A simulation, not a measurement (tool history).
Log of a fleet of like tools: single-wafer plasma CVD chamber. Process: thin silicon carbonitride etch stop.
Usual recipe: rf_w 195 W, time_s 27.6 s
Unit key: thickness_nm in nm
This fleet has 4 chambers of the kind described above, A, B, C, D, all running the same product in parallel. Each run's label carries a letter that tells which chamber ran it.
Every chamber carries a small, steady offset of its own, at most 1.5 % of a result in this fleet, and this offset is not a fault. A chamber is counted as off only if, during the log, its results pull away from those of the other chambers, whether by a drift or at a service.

| run | hour | rf_w | time_s | read-back reference wafer on the same gauge, thickness_nm | thickness_nm |
|---|---|---|---|---|---|
| 1D | 3.6 | 195 | 27.6 | 16.700 | 15.830 |
| 2A | 10.4 | 195 | 27.6 | 16.708 | 15.518 |
| 3C | 14.9 | 195 | 27.6 | 16.712 | 15.671 |
| 4B | 18.4 | 195 | 27.6 | 16.708 | 15.508 |
| 5A | 23.5 | 195 | 27.6 | 16.718 | 15.481 |
| 6D | 29.8 | 195 | 27.6 | 16.716 | 15.851 |
| 7B | 36.7 | 195 | 27.6 | 16.708 | 15.539 |
| 8C | 44.2 | 195 | 27.6 | 16.713 | 15.672 |
| 9B | 48.1 | 195 | 27.6 | 16.722 | 15.561 |
| 10C | 54.9 | 195 | 25.7 | 16.717 | 14.625 |
| 11D | 60.9 | 195 | 25.7 | 16.723 | 14.753 |
| 12A | 65.6 | 195 | 25.7 | 16.731 | 14.466 |
| 13D | 69.5 | 195 | 25.7 | 16.731 | 14.740 |
| 14B | 75.9 | 195 | 27.6 | 16.734 | 15.578 |
| 15C | 82.0 | 195 | 27.6 | 16.735 | 15.668 |
| 16A | 88.6 | 195 | 27.6 | 16.740 | 15.535 |
| 17C | 94.7 | 195 | 27.6 | 16.738 | 15.736 |
| 18D | 100.7 | 195 | 31.9 | 16.744 | 18.344 |
| 19A | 106.0 | 195 | 31.9 | 16.751 | 17.995 |
| 20B | 112.8 | 195 | 31.9 | 16.750 | 18.008 |
| 21C | 116.2 | 195 | 31.9 | 16.751 | 18.183 |
| 22B | 119.8 | 195 | 27.6 | 16.754 | 15.569 |
| 23A | 123.7 | 195 | 27.6 | 16.747 | 15.573 |
| 24D | 130.6 | 230 | 23.0 | 16.760 | 13.886 |
| 25C | 137.4 | 230 | 23.0 | 16.760 | 13.752 |
| 26B | 143.4 | 230 | 23.0 | 16.767 | 13.691 |
| 27A | 147.8 | 230 | 23.0 | 16.767 | 13.649 |
| 28D | 155.4 | 195 | 27.6 | 16.765 | 15.897 |
| 29A | 163.1 | 195 | 27.6 | 16.772 | 15.563 |
| 30C | 168.5 | 195 | 32.4 | 16.774 | 18.453 |
| 31B | 175.0 | 195 | 32.4 | 16.776 | 18.358 |
| 32D | 179.1 | 195 | 32.4 | 16.776 | 18.650 |
| 33B | 182.7 | 195 | 32.4 | 16.780 | 18.351 |
| 34D | 186.8 | 195 | 27.6 | 16.784 | 15.939 |
| 35A | 193.7 | 195 | 27.6 | 16.784 | 15.547 |
| 36C | 200.4 | 215 | 24.8 | 16.782 | 14.554 |
| 37B | 207.8 | 215 | 24.8 | 16.791 | 14.460 |
| 38A | 213.9 | 215 | 24.8 | 16.795 | 14.445 |

The same settings go to every chamber for the next run, one line per chamber below. Forecast the results for each:
| 39A | 219.6 | 195 | 27.6 |  | ? |
| 39B | 219.6 | 195 | 27.6 |  | ? |
| 39C | 219.6 | 195 | 27.6 |  | ? |
| 39D | 219.6 | 195 | 27.6 |  | ? |

| run | thickness_nm |
|---|---|
| 39A | 15.611 |
| 39B | 15.640 |
| 39C | 15.732 |
| 39D | 15.947 |
